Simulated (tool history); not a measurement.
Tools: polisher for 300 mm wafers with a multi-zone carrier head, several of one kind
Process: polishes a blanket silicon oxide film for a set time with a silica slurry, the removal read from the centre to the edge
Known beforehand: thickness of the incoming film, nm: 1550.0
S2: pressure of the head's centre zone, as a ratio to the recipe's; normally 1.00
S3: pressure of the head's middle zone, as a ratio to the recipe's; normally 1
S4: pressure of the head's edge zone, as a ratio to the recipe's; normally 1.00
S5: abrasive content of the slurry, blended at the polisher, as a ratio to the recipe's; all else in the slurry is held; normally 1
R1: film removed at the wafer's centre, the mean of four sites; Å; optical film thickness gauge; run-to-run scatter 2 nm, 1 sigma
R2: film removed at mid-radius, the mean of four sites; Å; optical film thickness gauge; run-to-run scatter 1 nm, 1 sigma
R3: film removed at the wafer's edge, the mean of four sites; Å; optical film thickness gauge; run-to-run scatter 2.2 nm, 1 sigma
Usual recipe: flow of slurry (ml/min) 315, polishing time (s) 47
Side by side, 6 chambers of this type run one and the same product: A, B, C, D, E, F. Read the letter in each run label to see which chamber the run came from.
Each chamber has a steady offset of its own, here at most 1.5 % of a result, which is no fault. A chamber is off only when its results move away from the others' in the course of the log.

At hour 4.2: chamber A: slurry nozzle cleaned.
Run 1F, hour 4.2: usual settings. Result: R1 1586.8 Å, R2 1578.7 Å, R3 1609.1 Å.
Run 2E, hour 7.8: usual settings. Result: R1 1552.8 Å, R2 1568.7 Å, R3 1567.5 Å.
Run 3D, hour 11.6: usual settings. Result: R1 1602.8 Å, R2 1580.6 Å, R3 1592.0 Å.
Run 4C, hour 15.3: usual settings. Result: R1 1562.8 Å, R2 1571.8 Å, R3 1623.6 Å.
At hour 19.6: chamber C: slurry nozzle cleaned.
Run 5A, hour 20.6: usual settings. Result: R1 1577.8 Å, R2 1574.4 Å, R3 1574.3 Å.
Run 6B, hour 23.3: usual settings. Result: R1 1632.0 Å, R2 1574.1 Å, R3 1558.2 Å.
Run 7E, hour 27.3: usual settings. Result: R1 1582.5 Å, R2 1558.1 Å, R3 1580.1 Å.
Run 8F, hour 31.2: usual settings. Result: R1 1578.2 Å, R2 1585.5 Å, R3 1593.8 Å.
At hour 34.7: chamber E: slurry nozzle cleaned.
At hour 36.3: chamber B: slurry nozzle cleaned.
Run 9A, hour 37.0: usual settings. Result: R1 1595.3 Å, R2 1575.4 Å, R3 1592.8 Å.
Run 10D, hour 40.4: usual settings. Result: R1 1568.7 Å, R2 1585.5 Å, R3 1601.3 Å.
Run 11B, hour 44.3: usual settings. Result: R1 1579.8 Å, R2 1580.0 Å, R3 1599.4 Å.
At hour 48.0: chamber A: worn pad replaced by a new one.
Run 12C, hour 48.5: usual settings. Result: R1 1606.6 Å, R2 1581.1 Å, R3 1559.1 Å.
Run 13D, hour 54.1: usual settings. Result: R1 1561.6 Å, R2 1570.6 Å, R3 1590.7 Å.
Run 14F, hour 57.2: usual settings. Result: R1 1566.0 Å, R2 1553.3 Å, R3 1578.4 Å.
Run 15C, hour 60.1: usual settings. Result: R1 1602.1 Å, R2 1568.6 Å, R3 1612.8 Å.
At hour 65.0: chamber F: edge zone pressure recalibrated.
Run 16B, hour 65.3: usual settings. Result: R1 1579.4 Å, R2 1580.8 Å, R3 1584.4 Å.
Run 17A, hour 70.3: usual settings. Result: R1 1576.3 Å, R2 1577.9 Å, R3 1572.1 Å.
Run 18E, hour 74.7: usual settings. Result: R1 1581.0 Å, R2 1580.1 Å, R3 1567.9 Å.
Run 19C, hour 77.8: usual settings. Result: R1 1612.1 Å, R2 1581.7 Å, R3 1599.0 Å.
Run 20E, hour 81.9: usual settings. Result: R1 1569.6 Å, R2 1586.7 Å, R3 1596.5 Å.
Run 21F, hour 87.2: usual settings but flow of slurry (ml/min) 240. Result: R1 1475.2 Å, R2 1481.0 Å, R3 1482.0 Å.
Run 22D, hour 92.4: usual settings but flow of slurry (ml/min) 240. Result: R1 1504.8 Å, R2 1544.1 Å, R3 1550.3 Å.
Run 23A, hour 97.3: usual settings but flow of slurry (ml/min) 240. Result: R1 1525.6 Å, R2 1524.9 Å, R3 1545.5 Å.
At hour 97.9: chamber D: worn pad replaced by a new one.
Run 24B, hour 100.1: usual settings but flow of slurry (ml/min) 240. Result: R1 1512.8 Å, R2 1539.8 Å, R3 1543.0 Å.
Run 25B, hour 102.9: usual settings but flow of slurry (ml/min) 240. Result: R1 1531.2 Å, R2 1541.0 Å, R3 1560.1 Å.
Run 26A, hour 107.4: usual settings but flow of slurry (ml/min) 240. Result: R1 1569.9 Å, R2 1524.5 Å, R3 1534.3 Å.
At hour 109.3: chamber C: worn pad replaced by a new one.
At hour 110.5: chamber F: slurry nozzle cleaned.
Run 27D, hour 110.9: usual settings. Result: R1 1592.1 Å, R2 1580.9 Å, R3 1585.9 Å.
At hour 112.5: chamber E: worn pad replaced by a new one.
Run 28C, hour 113.7: usual settings but S2 1.08, S4 0.88. Result: R1 1739.1 Å, R2 1577.3 Å, R3 1484.7 Å.
Run 29F, hour 118.7: usual settings but S2 1.08, S4 0.88. Result: R1 1568.8 Å, R2 1479.5 Å, R3 1374.1 Å.
Run 30E, hour 121.4: usual settings but S2 1.08, S4 0.88. Result: R1 1743.1 Å, R2 1574.7 Å, R3 1492.2 Å.
Run 31F, hour 124.6: usual settings but S2 1.08, S4 0.88. Result: R1 1566.3 Å, R2 1457.0 Å, R3 1359.0 Å.
Run 32D, hour 128.3: usual settings but S2 1.08, S4 0.88. Result: R1 1702.2 Å, R2 1570.6 Å, R3 1507.9 Å.
Run 33A, hour 132.9: usual settings but S2 1.08, S4 0.88. Result: R1 1737.9 Å, R2 1592.5 Å, R3 1492.6 Å.
Run 34C, hour 137.4: usual settings. Result: R1 1598.3 Å, R2 1581.1 Å, R3 1574.2 Å.
Run 35E, hour 141.2: usual settings. Result: R1 1586.9 Å, R2 1590.8 Å, R3 1581.1 Å.
Run 36B, hour 145.0: usual settings. Result: R1 1565.8 Å, R2 1593.8 Å, R3 1576.4 Å.
Run 37B, hour 149.4: usual settings. Result: R1 1602.6 Å, R2 1583.7 Å, R3 1586.6 Å.
Run 38D, hour 152.4: usual settings. Result: R1 1630.2 Å, R2 1595.4 Å, R3 1579.0 Å.
Run 39F, hour 156.3: usual settings. Result: R1 1395.3 Å, R2 1409.5 Å, R3 1389.9 Å.
Run 40C, hour 159.3: usual settings. Result: R1 1586.8 Å, R2 1591.8 Å, R3 1617.0 Å.

For the next run the whole fleet of 6 chambers uses the same settings. Give each chamber's results:
Run 41A, hour 163.6: usual settings. Result: R1 ?, R2 ?, R3 ?.
Run 41B, hour 163.6: usual settings. Result: R1 ?, R2 ?, R3 ?.
Run 41C, hour 163.6: usual settings. Result: R1 ?, R2 ?, R3 ?.
Run 41D, hour 163.6: usual settings. Result: R1 ?, R2 ?, R3 ?.
Run 41E, hour 163.6: usual settings. Result: R1 ?, R2 ?, R3 ?.
Run 41F, hour 163.6: usual settings. Result: R1 ?, R2 ?, R3 ?.

run      R1      R2      R3
41A  1598.8  1582.3  1605.2
41B  1576.6  1577.9  1606.7
41C  1606.1  1589.1  1577.6
41D  1607.2  1587.8  1597.8
41E  1576.1  1580.3  1560.1
41F  1368.6  1369.1  1389.5

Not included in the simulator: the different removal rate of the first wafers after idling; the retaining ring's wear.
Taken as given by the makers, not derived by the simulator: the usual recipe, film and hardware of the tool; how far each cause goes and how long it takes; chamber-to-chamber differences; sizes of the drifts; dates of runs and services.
